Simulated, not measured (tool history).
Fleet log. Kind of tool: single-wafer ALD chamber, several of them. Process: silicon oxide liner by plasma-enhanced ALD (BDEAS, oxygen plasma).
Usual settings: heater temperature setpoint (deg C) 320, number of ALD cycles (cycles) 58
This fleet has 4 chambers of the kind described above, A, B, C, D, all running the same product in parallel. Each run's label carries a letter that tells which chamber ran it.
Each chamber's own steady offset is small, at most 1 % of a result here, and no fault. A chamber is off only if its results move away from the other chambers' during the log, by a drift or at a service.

run,day,heater temperature setpoint (deg C),number of ALD cycles (cycles),hours since the last thermocouple change,"read-back reference wafer on the same gauge, thickness_nm",mean film thickness on the monitor wafer (Å)
1D,0.358,320,58,598,5.6823,52.65
2C,0.817,320,58,857.3,5.6838,52.341
3A,1.325,320,58,1095.1,5.6802,52.48
4B,1.667,320,58,684.3,5.682,52.961
5B,1.975,320,58,691.7,5.6762,52.515
6D,2.525,320,58,650,5.6826,52.761
7A,3.071,320,58,1137,5.6784,52.714
8C,3.346,320,58,918,5.6811,52.331
9A,3.796,320,58,1154.4,5.6803,52.376
10C,4.092,320,58,935.9,5.6817,52.436
11B,4.462,320,58,751.4,5.679,52.766
12D,4.933,320,58,707.8,5.6819,52.914
13C,5.475,320,58,969.1,5.6744,52.387
14D,5.762,320,58,727.7,5.6797,53.033
15B,6.283,320,58,795.1,5.6779,52.639
16A,6.742,320,58,1225.1,5.6795,52.61
17A,7.142,329,51,1234.7,5.6805,45.724
18C,7.429,329,51,1016,5.6765,45.138
19D,7.771,329,51,775.9,5.6795,45.655
20B,8.258,329,51,842.5,5.6782,45.734
21A,8.521,320,58,1267.8,5.6797,52.598
22B,8.958,320,51,859.3,5.6803,46.39
23C,9.525,320,51,1066.3,5.6808,45.899
24D,10.088,320,51,831.5,5.6794,46.518
25B,10.654,320,51,900,5.6839,46.091
26A,10.971,320,58,1326.6,5.6816,52.534
27D,11.283,320,58,860.2,5.6806,52.712

Is one chamber out of step, is the gauge drifting, or do the chambers differ by no more than their own small offsets? For an off chamber, give its letter and the likeliest cause.

Nothing is wrong: each chamber keeps only its own small, steady offset and the gauge holds still.

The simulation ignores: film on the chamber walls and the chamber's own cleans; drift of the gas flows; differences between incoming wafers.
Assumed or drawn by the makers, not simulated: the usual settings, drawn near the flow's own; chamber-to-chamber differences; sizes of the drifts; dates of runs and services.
